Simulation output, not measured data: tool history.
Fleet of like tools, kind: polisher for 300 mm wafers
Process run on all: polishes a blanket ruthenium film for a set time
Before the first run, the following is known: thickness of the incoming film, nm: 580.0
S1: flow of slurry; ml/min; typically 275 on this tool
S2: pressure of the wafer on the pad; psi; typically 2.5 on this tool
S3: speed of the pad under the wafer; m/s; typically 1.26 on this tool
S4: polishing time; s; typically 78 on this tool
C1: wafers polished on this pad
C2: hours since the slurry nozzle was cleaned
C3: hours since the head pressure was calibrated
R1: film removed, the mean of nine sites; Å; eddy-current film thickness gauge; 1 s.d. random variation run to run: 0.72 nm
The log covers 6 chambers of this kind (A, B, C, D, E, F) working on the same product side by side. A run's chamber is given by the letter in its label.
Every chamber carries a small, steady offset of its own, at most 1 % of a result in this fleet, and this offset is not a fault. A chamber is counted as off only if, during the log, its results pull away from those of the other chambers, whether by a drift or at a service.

| run | hour | S1 | S2 | S3 | S4 | C1 | C2 | C3 | R1 |
|---|---|---|---|---|---|---|---|---|---|
| 1B | 3.9 | 275 | 2.5 | 1.26 | 78 | 747 | 152.3 | 818.4 | 1144.10 |
| 2E | 7.0 | 275 | 2.5 | 1.26 | 78 | 389 | 19.9 | 582.3 | 1138.10 |
| 3C | 12.1 | 275 | 2.5 | 1.26 | 78 | 248 | 136.0 | 810.8 | 1155.10 |
| 4F | 16.9 | 275 | 2.5 | 1.26 | 78 | 374 | 547.8 | 408.3 | 1167.60 |
| 5A | 20.7 | 275 | 2.5 | 1.26 | 78 | 721 | 402.2 | 1051.9 | 1148.50 |
| 6D | 25.5 | 275 | 2.5 | 1.26 | 78 | 1064 | 123.9 | 37.2 | 1148.90 |
| 7B | 29.9 | 275 | 2.5 | 1.26 | 78 | 946 | 178.3 | 844.4 | 1146.90 |
| 8F | 34.8 | 275 | 2.5 | 1.26 | 78 | 510 | 565.7 | 426.2 | 1153.00 |
| 9E | 37.9 | 275 | 2.5 | 1.26 | 78 | 625 | 50.8 | 613.2 | 1143.00 |
|  | 39.4 | chamber A: worn pad replaced by a new one |
| 10D | 40.8 | 275 | 2.5 | 1.60 | 78 | 1181 | 139.2 | 52.5 | 1464.20 |
| 11C | 46.1 | 275 | 2.5 | 1.60 | 78 | 508 | 170.0 | 844.8 | 1465.80 |
| 12A | 50.9 | 275 | 2.5 | 1.60 | 78 | 88 | 432.4 | 1082.1 | 1461.30 |
| 13A | 54.6 | 275 | 2.5 | 1.60 | 78 | 116 | 436.1 | 1085.8 | 1446.70 |
| 14E | 58.9 | 275 | 2.5 | 1.60 | 78 | 786 | 71.8 | 634.2 | 1448.60 |
| 15D | 64.1 | 275 | 2.5 | 1.60 | 78 | 1359 | 162.5 | 75.8 | 1453.80 |
|  | 65.1 | chamber C: worn pad replaced by a new one |
|  | 67.0 | chamber F: worn pad replaced by a new one |
|  | 68.5 | chamber D: worn pad replaced by a new one |
| 16F | 69.2 | 275 | 2.5 | 1.08 | 78 | 17 | 600.1 | 460.6 | 1011.50 |
| 17C | 72.5 | 275 | 2.5 | 1.08 | 78 | 57 | 196.4 | 871.2 | 992.51 |
|  | 74.2 | chamber C: slurry nozzle cleaned |
| 18B | 78.0 | 275 | 2.5 | 1.08 | 78 | 1313 | 226.4 | 892.5 | 980.12 |
| 19C | 80.8 | 275 | 2.5 | 1.08 | 78 | 120 | 6.6 | 879.5 | 998.87 |
| 20E | 83.3 | 275 | 2.5 | 1.08 | 78 | 972 | 96.2 | 658.6 | 988.39 |
| 21D | 85.8 | 275 | 2.5 | 1.08 | 78 | 132 | 184.2 | 97.5 | 978.23 |
|  | 86.2 | chamber A: head pressure recalibrated |
|  | 87.0 | chamber B: head pressure recalibrated |
| 22B | 89.3 | 275 | 2.5 | 1.26 | 78 | 1399 | 237.7 | 2.3 | 1152.10 |
| 23A | 93.6 | 275 | 2.5 | 1.26 | 78 | 414 | 475.1 | 7.5 | 1151.30 |
|  | 95.1 | chamber B: worn pad replaced by a new one |
| 24F | 96.2 | 275 | 2.5 | 1.26 | 78 | 223 | 627.1 | 487.6 | 1174.80 |
| 25A | 99.6 | 275 | 2.5 | 1.26 | 78 | 460 | 481.1 | 13.5 | 1167.00 |
| 26D | 104.3 | 275 | 2.5 | 1.26 | 78 | 273 | 202.7 | 116.0 | 1135.90 |
| 27B | 106.8 | 275 | 2.5 | 1.26 | 78 | 90 | 255.2 | 19.8 | 1144.70 |
| 28F | 110.3 | 275 | 2.5 | 1.00 | 78 | 331 | 641.2 | 501.7 | 950.58 |
| 29E | 114.7 | 275 | 2.5 | 1.00 | 78 | 1212 | 127.6 | 690.0 | 906.30 |
|  | 116.3 | chamber C: head pressure recalibrated |
| 30C | 118.3 | 275 | 2.5 | 1.00 | 78 | 406 | 44.1 | 2.1 | 923.08 |
| 31A | 122.7 | 275 | 2.5 | 1.00 | 78 | 636 | 504.2 | 36.6 | 911.35 |
| 32E | 126.6 | 275 | 2.5 | 1.00 | 78 | 1303 | 139.5 | 701.9 | 910.81 |
|  | 128.4 | chamber F: slurry nozzle cleaned |
| 33C | 129.5 | 275 | 2.5 | 1.00 | 78 | 492 | 55.3 | 13.3 | 923.42 |
| 34F | 135.0 | 275 | 2.5 | 1.26 | 78 | 520 | 6.7 | 526.4 | 1206.20 |
| 35D | 138.6 | 275 | 2.5 | 1.26 | 78 | 535 | 237.0 | 150.3 | 1150.60 |
| 36B | 141.4 | 275 | 2.5 | 1.26 | 78 | 354 | 289.8 | 54.4 | 1144.00 |

What goes on in this fleet: one chamber off, a drifting gauge, or nothing beyond the chambers' own small offsets? Name the chamber and the cause, if any.

It is chamber F that slowly wanders off from its peers.
Most likely cause: head's pressure above its setpoint, % = 4.46.

Here are 4 candidates for chamber F's next run, each the usual settings with a change, their results left as question marks. Which one brings its results back in line with what the others give on the usual settings?
In-line tolerance around the mean of the other chambers on the usual settings: R1 25.00 Å
| 37F-1 | 145.4 | 275 | 2.5 | 1.30 | 80 |  |  |  | ? |
| 37F-2 | 145.4 | 275 | 2.5 | 1.24 | 78 |  |  |  | ? |
| 37F-3 | 145.4 | 180 | 2.5 | 1.26 | 78 |  |  |  | ? |
| 37F-4 | 145.4 | 275 | 2.5 | 1.28 | 78 |  |  |  | ? |

Usual-settings mean across the other chambers: R1 1149.00 Å
| run | R1 |
|---|---|
| 37F-1 | 1280.20 |
| 37F-2 | 1191.10 |
| 37F-3 | 1150.80 |
| 37F-4 | 1229.20 |
The right change is 37F-3: it brings the chamber back within the allowed miss of the others.
